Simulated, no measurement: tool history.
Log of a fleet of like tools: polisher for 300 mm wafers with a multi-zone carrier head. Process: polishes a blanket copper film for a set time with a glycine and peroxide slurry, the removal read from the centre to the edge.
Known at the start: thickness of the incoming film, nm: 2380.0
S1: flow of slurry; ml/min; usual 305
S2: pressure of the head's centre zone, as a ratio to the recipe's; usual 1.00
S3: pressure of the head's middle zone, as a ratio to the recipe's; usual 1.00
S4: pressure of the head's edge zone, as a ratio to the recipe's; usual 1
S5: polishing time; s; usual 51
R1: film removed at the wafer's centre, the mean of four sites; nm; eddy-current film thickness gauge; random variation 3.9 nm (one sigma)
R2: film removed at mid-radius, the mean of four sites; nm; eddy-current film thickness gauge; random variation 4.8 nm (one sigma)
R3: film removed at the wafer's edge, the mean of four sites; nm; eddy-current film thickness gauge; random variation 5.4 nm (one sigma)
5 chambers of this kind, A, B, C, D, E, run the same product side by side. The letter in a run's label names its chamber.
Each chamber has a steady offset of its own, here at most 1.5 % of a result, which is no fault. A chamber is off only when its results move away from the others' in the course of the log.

-- hour=0.3 chamber A: worn pad replaced by a new one
-- hour=2.4 chamber B: slurry nozzle cleaned
run 1C hour=4.7 | S1=305 S2=1.00 S3=1.00 S4=1 S5=51 | R1=476.43 R2=480.13 R3=486.53
run 2B hour=8.8 | S1=305 S2=1.00 S3=1.00 S4=1 S5=51 | R1=482.41 R2=484.68 R3=483.51
run 3D hour=13.1 | S1=305 S2=1.00 S3=1.00 S4=1 S5=51 | R1=480.79 R2=468.34 R3=476.71
run 4E hour=17.3 | S1=305 S2=1.00 S3=1.00 S4=1 S5=51 | R1=478.34 R2=473.14 R3=484.33
run 5A hour=22.0 | S1=305 S2=1.00 S3=1.00 S4=1 S5=51 | R1=480.48 R2=480.78 R3=489.78
run 6C hour=26.5 | S1=305 S2=1.00 S3=1.00 S4=1 S5=51 | R1=475.38 R2=482.75 R3=480.29
run 7A hour=30.6 | S1=305 S2=1.00 S3=1.00 S4=1 S5=51 | R1=477.03 R2=476.14 R3=479.75
run 8E hour=33.3 | S1=305 S2=1.00 S3=1.00 S4=1 S5=51 | R1=477.54 R2=480.30 R3=479.48
run 9D hour=35.5 | S1=305 S2=1.00 S3=1.00 S4=1 S5=51 | R1=481.01 R2=478.80 R3=483.96
run 10B hour=39.1 | S1=255 S2=0.90 S3=1.00 S4=1 S5=51 | R1=413.99 R2=481.05 R3=475.54
run 11B hour=42.3 | S1=255 S2=0.90 S3=1.00 S4=1 S5=51 | R1=420.46 R2=472.12 R3=477.70
-- hour=44.8 chamber B: worn pad replaced by a new one
run 12D hour=46.3 | S1=255 S2=0.90 S3=1.00 S4=1 S5=51 | R1=423.95 R2=465.24 R3=472.09
-- hour=50.0 chamber D: worn pad replaced by a new one
run 13E hour=50.6 | S1=255 S2=0.90 S3=1.00 S4=1 S5=51 | R1=422.63 R2=467.94 R3=464.65
run 14C hour=54.5 | S1=255 S2=0.90 S3=1.00 S4=1 S5=51 | R1=411.78 R2=465.46 R3=481.08
run 15A hour=58.6 | S1=305 S2=1.00 S3=1.00 S4=1 S5=51 | R1=480.31 R2=470.49 R3=468.88
run 16C hour=61.6 | S1=305 S2=1.00 S3=1.08 S4=1 S5=51 | R1=475.28 R2=512.53 R3=486.35
-- hour=64.9 chamber C: worn pad replaced by a new one
run 17A hour=65.0 | S1=305 S2=1.00 S3=1.08 S4=1 S5=51 | R1=476.09 R2=515.38 R3=483.04
run 18B hour=69.0 | S1=305 S2=1.00 S3=1.08 S4=1 S5=51 | R1=478.69 R2=513.85 R3=481.61
run 19D hour=72.2 | S1=305 S2=1.00 S3=1.08 S4=1 S5=51 | R1=481.70 R2=505.52 R3=476.84
run 20E hour=76.5 | S1=305 S2=1.00 S3=1.08 S4=1 S5=51 | R1=473.79 R2=505.18 R3=474.52
run 21A hour=79.5 | S1=305 S2=1.00 S3=1.00 S4=1 S5=65 | R1=614.45 R2=610.22 R3=606.30
run 22D hour=82.7 | S1=305 S2=1.00 S3=1.00 S4=1 S5=65 | R1=616.64 R2=605.78 R3=614.44
-- hour=87.1 chamber A: worn pad replaced by a new one
run 23B hour=87.6 | S1=305 S2=1.00 S3=1.00 S4=1 S5=65 | R1=607.51 R2=616.03 R3=607.39
-- hour=91.7 chamber D: worn pad replaced by a new one
run 24E hour=92.0 | S1=305 S2=1.00 S3=1.00 S4=1 S5=65 | R1=594.81 R2=601.67 R3=591.89
run 25C hour=94.9 | S1=305 S2=1.00 S3=1.00 S4=1 S5=65 | R1=606.73 R2=615.82 R3=623.85
run 26E hour=99.4 | S1=305 S2=1.00 S3=1.00 S4=1 S5=51 | R1=467.99 R2=470.81 R3=469.18
-- hour=101.1 chamber B: worn pad replaced by a new one
-- hour=102.0 chamber B: edge zone pressure recalibrated
run 27C hour=104.4 | S1=305 S2=1.00 S3=1.00 S4=1 S5=51 | R1=482.19 R2=476.68 R3=483.74
run 28A hour=107.4 | S1=305 S2=1.00 S3=1.00 S4=1 S5=51 | R1=477.50 R2=472.99 R3=469.72
run 29D hour=111.8 | S1=305 S2=1.00 S3=1.00 S4=1 S5=51 | R1=479.95 R2=480.74 R3=475.06
run 30B hour=115.5 | S1=305 S2=1.00 S3=1.00 S4=1 S5=51 | R1=481.76 R2=480.94 R3=482.50
run 31E hour=118.4 | S1=305 S2=1.00 S3=1.00 S4=1 S5=51 | R1=463.11 R2=458.33 R3=457.58
run 32B hour=121.4 | S1=305 S2=1.09 S3=1.00 S4=1 S5=44 | R1=461.59 R2=409.98 R3=411.59
run 33D hour=126.3 | S1=305 S2=1.09 S3=1.00 S4=1 S5=44 | R1=460.94 R2=410.97 R3=409.43
run 34A hour=130.6 | S1=305 S2=1.09 S3=1.00 S4=1 S5=44 | R1=452.80 R2=417.25 R3=411.35
run 35C hour=133.8 | S1=305 S2=1.09 S3=1.00 S4=1 S5=44 | R1=454.64 R2=422.01 R3=422.45
-- hour=137.7 chamber D: worn pad replaced by a new one
run 36B hour=138.0 | S1=305 S2=1.09 S3=1.00 S4=1 S5=44 | R1=457.15 R2=415.14 R3=414.31
run 37E hour=141.4 | S1=305 S2=1.00 S3=1.00 S4=1 S5=51 | R1=464.99 R2=451.47 R3=467.84
run 38D hour=144.8 | S1=305 S2=0.91 S3=1.00 S4=1 S5=58 | R1=495.80 R2=539.73 R3=549.12
run 39C hour=147.4 | S1=305 S2=0.91 S3=1.00 S4=1 S5=58 | R1=491.57 R2=550.88 R3=545.96
run 40A hour=151.0 | S1=305 S2=0.91 S3=1.00 S4=1 S5=58 | R1=494.66 R2=543.27 R3=539.75
run 41C hour=155.5 | S1=305 S2=0.91 S3=1.00 S4=1 S5=58 | R1=486.11 R2=538.86 R3=553.20
run 42E hour=159.3 | S1=305 S2=0.91 S3=1.00 S4=1 S5=58 | R1=468.81 R2=513.83 R3=508.57
run 43A hour=163.7 | S1=305 S2=1.00 S3=1.00 S4=1 S5=51 | R1=475.92 R2=475.30 R3=475.11

All 5 chambers run these settings next. Forecast each chamber's results:
run 44A hour=167.3 | S1=305 S2=1.00 S3=1.00 S4=1 S5=51 | R1=? R2=? R3=?
run 44B hour=167.3 | S1=305 S2=1.00 S3=1.00 S4=1 S5=51 | R1=? R2=? R3=?
run 44C hour=167.3 | S1=305 S2=1.00 S3=1.00 S4=1 S5=51 | R1=? R2=? R3=?
run 44D hour=167.3 | S1=305 S2=1.00 S3=1.00 S4=1 S5=51 | R1=? R2=? R3=?
run 44E hour=167.3 | S1=305 S2=1.00 S3=1.00 S4=1 S5=51 | R1=? R2=? R3=?

run=44A R1=480.26 R2=477.28 R3=482.99
run=44B R1=483.63 R2=482.34 R3=481.57
run=44C R1=481.55 R2=483.63 R3=485.04
run=44D R1=474.40 R2=468.50 R3=482.84
run=44E R1=449.29 R2=443.74 R3=448.33
